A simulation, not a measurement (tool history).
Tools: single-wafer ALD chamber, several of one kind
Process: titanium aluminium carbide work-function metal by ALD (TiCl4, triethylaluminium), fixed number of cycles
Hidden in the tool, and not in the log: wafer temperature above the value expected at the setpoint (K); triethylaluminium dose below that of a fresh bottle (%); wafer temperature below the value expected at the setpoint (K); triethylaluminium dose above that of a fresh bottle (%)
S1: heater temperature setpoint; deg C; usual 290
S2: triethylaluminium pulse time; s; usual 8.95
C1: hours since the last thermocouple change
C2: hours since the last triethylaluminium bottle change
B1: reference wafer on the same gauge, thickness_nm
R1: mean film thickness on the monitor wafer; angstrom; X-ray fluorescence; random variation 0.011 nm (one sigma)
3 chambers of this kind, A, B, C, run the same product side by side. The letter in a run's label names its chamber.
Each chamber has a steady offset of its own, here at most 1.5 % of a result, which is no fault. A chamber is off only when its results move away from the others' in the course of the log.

run 1C hour=8.2 | S1=290 S2=8.95 | C1=699.3 C2=835 | B1=1.9606 | R1=19.189
run 2B hour=20.8 | S1=290 S2=8.95 | C1=389.1 C2=107.9 | B1=1.9598 | R1=18.987
run 3A hour=28.5 | S1=290 S2=8.95 | C1=2069.2 C2=547.8 | B1=1.9558 | R1=18.665
-- hour=29.6 chamber C: triethylaluminium bottle replaced
run 4B hour=36.2 | S1=290 S2=8.95 | C1=404.5 C2=123.3 | B1=1.9633 | R1=18.969
-- hour=41 chamber A: triethylaluminium bottle replaced
run 5A hour=42.6 | S1=290 S2=8.95 | C1=2083.3 C2=1.6 | B1=1.9602 | R1=18.801
run 6C hour=53.4 | S1=290 S2=8.95 | C1=744.5 C2=23.8 | B1=1.9589 | R1=19.003
run 7B hour=62.3 | S1=290 S2=8.95 | C1=430.6 C2=149.4 | B1=1.9587 | R1=18.944
run 8C hour=68.6 | S1=298 S2=6.94 | C1=759.7 C2=39 | B1=1.9589 | R1=18.656
run 9A hour=80.9 | S1=298 S2=6.94 | C1=2121.6 C2=39.9 | B1=1.96 | R1=18.523
run 10B hour=91.1 | S1=298 S2=6.94 | C1=459.4 C2=178.2 | B1=1.9626 | R1=18.988
run 11A hour=102.5 | S1=290 S2=8.95 | C1=2143.2 C2=61.5 | B1=1.9633 | R1=18.864
run 12C hour=110.9 | S1=290 S2=8.95 | C1=802 C2=81.3 | B1=1.9593 | R1=19.179
run 13C hour=120.9 | S1=290 S2=8.95 | C1=812 C2=91.3 | B1=1.9608 | R1=18.885
run 14B hour=129.4 | S1=290 S2=10.61 | C1=497.7 C2=216.5 | B1=1.9619 | R1=19.495
run 15A hour=137.9 | S1=290 S2=10.61 | C1=2178.6 C2=96.9 | B1=1.9598 | R1=19.093
run 16A hour=144.8 | S1=290 S2=10.61 | C1=2185.5 C2=103.8 | B1=1.9613 | R1=19.282
run 17C hour=154 | S1=290 S2=8.95 | C1=845.1 C2=124.4 | B1=1.9578 | R1=19.035
run 18B hour=162.9 | S1=290 S2=8.95 | C1=531.2 C2=250 | B1=1.959 | R1=18.998
run 19C hour=175.6 | S1=290 S2=8.95 | C1=866.7 C2=146 | B1=1.9565 | R1=19.001
run 20B hour=183.6 | S1=290 S2=8.95 | C1=551.9 C2=270.7 | B1=1.9585 | R1=18.802
run 21A hour=190.6 | S1=290 S2=8.95 | C1=2231.3 C2=149.6 | B1=1.9607 | R1=18.976
run 22C hour=201.2 | S1=290 S2=8.95 | C1=892.3 C2=171.6 | B1=1.9607 | R1=19.027
run 23A hour=212.3 | S1=290 S2=8.95 | C1=2253 C2=171.3 | B1=1.9597 | R1=18.928
run 24B hour=222.9 | S1=290 S2=8.95 | C1=591.2 C2=310 | B1=1.9588 | R1=19.138
run 25A hour=232.4 | S1=290 S2=8.95 | C1=2273.1 C2=191.4 | B1=1.9605 | R1=18.761

Is one chamber off against the others, does the gauge drift, or is nothing wrong? If a chamber is off, say which, and what the likeliest cause is.

No chamber stands off beyond its own small offset, and the gauge holds steady.
